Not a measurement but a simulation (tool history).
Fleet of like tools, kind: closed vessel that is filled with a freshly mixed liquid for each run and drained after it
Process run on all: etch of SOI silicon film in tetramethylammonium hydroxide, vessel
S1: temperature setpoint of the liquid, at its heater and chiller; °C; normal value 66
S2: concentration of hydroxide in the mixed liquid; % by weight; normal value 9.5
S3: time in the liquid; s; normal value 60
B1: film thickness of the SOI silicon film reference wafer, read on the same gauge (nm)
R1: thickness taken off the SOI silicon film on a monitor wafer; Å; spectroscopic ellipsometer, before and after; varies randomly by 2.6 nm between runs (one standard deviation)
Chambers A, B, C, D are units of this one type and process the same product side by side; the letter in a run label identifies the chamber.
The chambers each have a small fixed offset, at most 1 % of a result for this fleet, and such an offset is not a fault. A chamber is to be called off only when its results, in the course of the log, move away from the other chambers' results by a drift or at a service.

run	hour	S1	S2	S3	B1	R1
1D	15.1	66	9.5	60	109.98	3265.7
2B	29.7	66	9.5	60	110.01	3246.7
3C	37.8	66	9.5	60	110.02	3316.9
4A	46.2	66	9.5	60	109.99	3344.3
5B	56.7	66	11	30	109.99	1525.7
6C	71.6	66	11	30	109.99	1555.7
7A	83.6	66	11	30	109.98	1580.9
8D	97.7	66	11	30	110	1584.7
9C	106.1	66	12	35	109.98	1751.9
10A	119.2	66	12	35	109.99	1812.4
11D	130.2	66	12	35	110	1771.6
# hour 135.4: chamber D: hydroxide flow meter replaced
12B	136.9	66	12	35	110	1758.3
13D	143.9	60	9.5	60	110.01	2246.5
14A	152.1	60	9.5	60	110.01	2294.2
# hour 154.6: chamber C: thermometer replaced
15C	164.6	60	9.5	60	110	2254.1
16B	171.3	60	9.5	60	109.98	2287.5
17D	179.9	66	9.5	60	109.99	3300.7
18C	186.5	66	9.5	60	110	3341.8
19B	195.4	66	9.5	60	110.02	3264.9
20A	202.7	66	7	60	110.01	3691.5
21B	215.2	66	7	60	109.99	3696.8
22D	227.5	66	7	60	109.98	3633.7
23A	235	66	7	60	109.99	3666
24C	241.9	66	9.5	60	109.98	3322
25D	249.7	66	9.5	60	110	3330
26A	257.1	66	9.5	60	110.01	3347.8
# hour 258: chamber B: hydroxide flow meter replaced
27B	271.2	66	9.5	60	110	3289.9
# hour 278.7: chamber B: thermometer replaced
28C	282.9	66	9.5	60	110	3278.7
29D	295.1	66	9.5	60	110.02	3331.5
30B	305.7	66	9.5	60	110.01	3307.1

All 4 chambers run these settings next. Forecast each chamber's results:
31A	316.5	73	9.5	60		?
31B	316.5	73	9.5	60		?
31C	316.5	73	9.5	60		?
31D	316.5	73	9.5	60		?

run	R1
31A	5014.4
31B	4861.7
31C	5031.7
31D	4959.1

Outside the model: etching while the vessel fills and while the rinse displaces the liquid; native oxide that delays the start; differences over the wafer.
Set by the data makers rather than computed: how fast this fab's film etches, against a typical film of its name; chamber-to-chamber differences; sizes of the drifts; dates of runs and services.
